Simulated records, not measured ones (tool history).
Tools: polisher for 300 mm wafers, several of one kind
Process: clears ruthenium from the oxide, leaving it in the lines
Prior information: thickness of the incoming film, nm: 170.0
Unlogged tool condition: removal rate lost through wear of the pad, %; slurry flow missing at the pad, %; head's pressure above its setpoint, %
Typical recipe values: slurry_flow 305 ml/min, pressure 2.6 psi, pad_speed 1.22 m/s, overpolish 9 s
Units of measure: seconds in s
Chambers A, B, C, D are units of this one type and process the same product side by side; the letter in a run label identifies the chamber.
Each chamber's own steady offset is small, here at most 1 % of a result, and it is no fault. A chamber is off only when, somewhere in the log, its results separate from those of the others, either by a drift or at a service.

| run | hour | slurry_flow | pressure | pad_speed | overpolish | wafers polished on this pad | hours since the slurry nozzle was cleaned | hours since the head pressure was calibrated | seconds |
|---|---|---|---|---|---|---|---|---|---|
| 1C | 7.3 | 305 | 2.6 | 1.22 | 9 | 449 | 523.5 | 963.4 | 118.67 |
| 2D | 15 | 305 | 2.6 | 1.22 | 9 | 165 | 105.8 | 765.5 | 118.64 |
| 3A | 23.9 | 305 | 2.6 | 1.22 | 9 | 841 | 683.3 | 88.2 | 117.48 |
| 4B | 36.9 | 305 | 2.6 | 1.22 | 9 | 383 | 346.6 | 357.7 | 119.1 |
| 5C | 50.5 | 305 | 2.6 | 1.22 | 9 | 868 | 566.7 | 1006.6 | 116.28 |
|  | 56.8 | chamber C: worn pad replaced by a new one |
| 6D | 58.1 | 305 | 2.6 | 1.22 | 6 | 583 | 148.9 | 808.6 | 115.65 |
| 7B | 66.1 | 305 | 2.6 | 1.22 | 6 | 666 | 375.8 | 386.9 | 120.44 |
|  | 70.9 | chamber B: worn pad replaced by a new one |
| 8A | 76.9 | 305 | 2.6 | 1.22 | 6 | 1354 | 736.3 | 141.2 | 118.68 |
|  | 84.3 | chamber C: head pressure recalibrated |
| 9B | 87.4 | 305 | 2.6 | 1.22 | 6 | 160 | 397.1 | 408.2 | 117.6 |
|  | 88 | chamber A: slurry nozzle cleaned |
|  | 95.3 | chamber A: worn pad replaced by a new one |
| 10D | 98.6 | 305 | 2.6 | 1.22 | 9 | 976 | 189.4 | 849.1 | 114.81 |
|  | 105.2 | chamber D: worn pad replaced by a new one |
| 11A | 109.3 | 305 | 2.6 | 1.22 | 9 | 135 | 21.3 | 173.6 | 117.92 |
| 12C | 115.9 | 305 | 2.6 | 1.22 | 9 | 573 | 632.1 | 31.7 | 118.34 |
| 13A | 122.2 | 305 | 2.6 | 1.22 | 9 | 260 | 34.2 | 186.5 | 118.96 |
| 14B | 129.7 | 305 | 2.6 | 1.22 | 9 | 570 | 439.4 | 450.5 | 116.9 |
| 15D | 141.9 | 260 | 2.6 | 1.22 | 9 | 355 | 232.7 | 892.4 | 118.77 |
|  | 143.3 | chamber C: worn pad replaced by a new one |
|  | 144 | chamber B: worn pad replaced by a new one |
| 16C | 153.6 | 260 | 2.6 | 1.22 | 9 | 100 | 669.8 | 69.4 | 120.79 |
|  | 161.7 | chamber C: slurry nozzle cleaned |
| 17B | 163.8 | 260 | 2.6 | 1.22 | 9 | 192 | 473.5 | 484.6 | 120.35 |
| 18D | 175.6 | 260 | 2.6 | 1.22 | 9 | 682 | 266.4 | 926.1 | 116.13 |
| 19C | 185.6 | 305 | 2.6 | 1.22 | 9 | 410 | 24 | 101.4 | 117.39 |
| 20A | 192.5 | 305 | 2.6 | 1.22 | 9 | 942 | 104.5 | 256.8 | 116.75 |
|  | 194.7 | chamber D: worn pad replaced by a new one |
| 21C | 199.5 | 305 | 2.6 | 1.22 | 9 | 545 | 37.9 | 115.3 | 117.19 |
|  | 203.5 | chamber A: head pressure recalibrated |
| 22D | 206.1 | 305 | 2.6 | 1.22 | 9 | 111 | 296.9 | 956.6 | 114.73 |
| 23A | 212.2 | 305 | 2.6 | 1.22 | 9 | 1133 | 124.2 | 8.8 | 116.4 |
|  | 217.7 | chamber B: worn pad replaced by a new one |
| 24B | 218.4 | 305 | 2.6 | 1.22 | 9 | 6 | 528.1 | 539.2 | 116.73 |
| 25D | 230.4 | 305 | 2.6 | 1.22 | 9 | 346 | 321.2 | 980.9 | 115.73 |
|  | 237.1 | chamber A: worn pad replaced by a new one |
| 26A | 241.9 | 305 | 2.6 | 1.22 | 9 | 46 | 153.9 | 38.5 | 117.45 |
|  | 243.8 | chamber C: worn pad replaced by a new one |
| 27B | 251 | 305 | 1.9 | 1.22 | 7 | 322 | 560.7 | 571.8 | 166.38 |
| 28C | 262.6 | 305 | 1.9 | 1.22 | 7 | 182 | 101 | 178.4 | 164.15 |
| 29C | 272.6 | 305 | 1.9 | 1.22 | 7 | 279 | 111 | 188.4 | 162.38 |
| 30B | 281.3 | 305 | 1.9 | 1.22 | 7 | 616 | 591 | 602.1 | 164.47 |
| 31A | 291.3 | 305 | 2.6 | 1.22 | 9 | 525 | 203.3 | 87.9 | 118.64 |
|  | 292.5 | chamber D: worn pad replaced by a new one |
|  | 294.1 | chamber B: worn pad replaced by a new one |
| 32D | 297.2 | 305 | 2.6 | 1.22 | 9 | 45 | 388 | 1047.7 | 109.84 |
| 33D | 304.9 | 305 | 2.6 | 1.22 | 9 | 120 | 395.7 | 1055.4 | 110.83 |
| 34A | 317.9 | 305 | 2.6 | 1.22 | 9 | 783 | 229.9 | 114.5 | 116.67 |
|  | 321.9 | chamber D: slurry nozzle cleaned |
| 35C | 331 | 305 | 2.6 | 1.22 | 9 | 846 | 169.4 | 246.8 | 118.76 |
|  | 333.9 | chamber C: worn pad replaced by a new one |
| 36B | 341.2 | 305 | 2.6 | 1.22 | 9 | 457 | 650.9 | 662 | 114.17 |
| 37C | 348.3 | 305 | 2.6 | 1.22 | 9 | 140 | 186.7 | 264.1 | 117.93 |
| 38A | 355.4 | 305 | 2.6 | 1.22 | 9 | 1147 | 267.4 | 152 | 116.94 |
|  | 366.5 | chamber A: worn pad replaced by a new one |
| 39D | 368.7 | 305 | 2.6 | 1.22 | 9 | 738 | 46.8 | 1119.2 | 106.89 |
|  | 376.9 | chamber B: worn pad replaced by a new one |
| 40B | 380.1 | 305 | 2.6 | 1.22 | 9 | 31 | 689.8 | 700.9 | 118.7 |
| 41A | 386.3 | 400 | 3.3 | 1.22 | 9 | 192 | 298.3 | 182.9 | 88.193 |
| 42C | 398.1 | 400 | 3.3 | 1.22 | 9 | 623 | 236.5 | 313.9 | 92.056 |

Next, all 4 chambers run the settings below, one line each with question marks for the results. What does each chamber give?
| 43A | 407.8 | 305 | 2.6 | 1.4 | 9 |  |  |  | ? |
| 43B | 407.8 | 305 | 2.6 | 1.4 | 9 |  |  |  | ? |
| 43C | 407.8 | 305 | 2.6 | 1.4 | 9 |  |  |  | ? |
| 43D | 407.8 | 305 | 2.6 | 1.4 | 9 |  |  |  | ? |

| run | seconds |
|---|---|
| 43A | 102.93 |
| 43B | 102.67 |
| 43C | 104.72 |
| 43D | 91.418 |
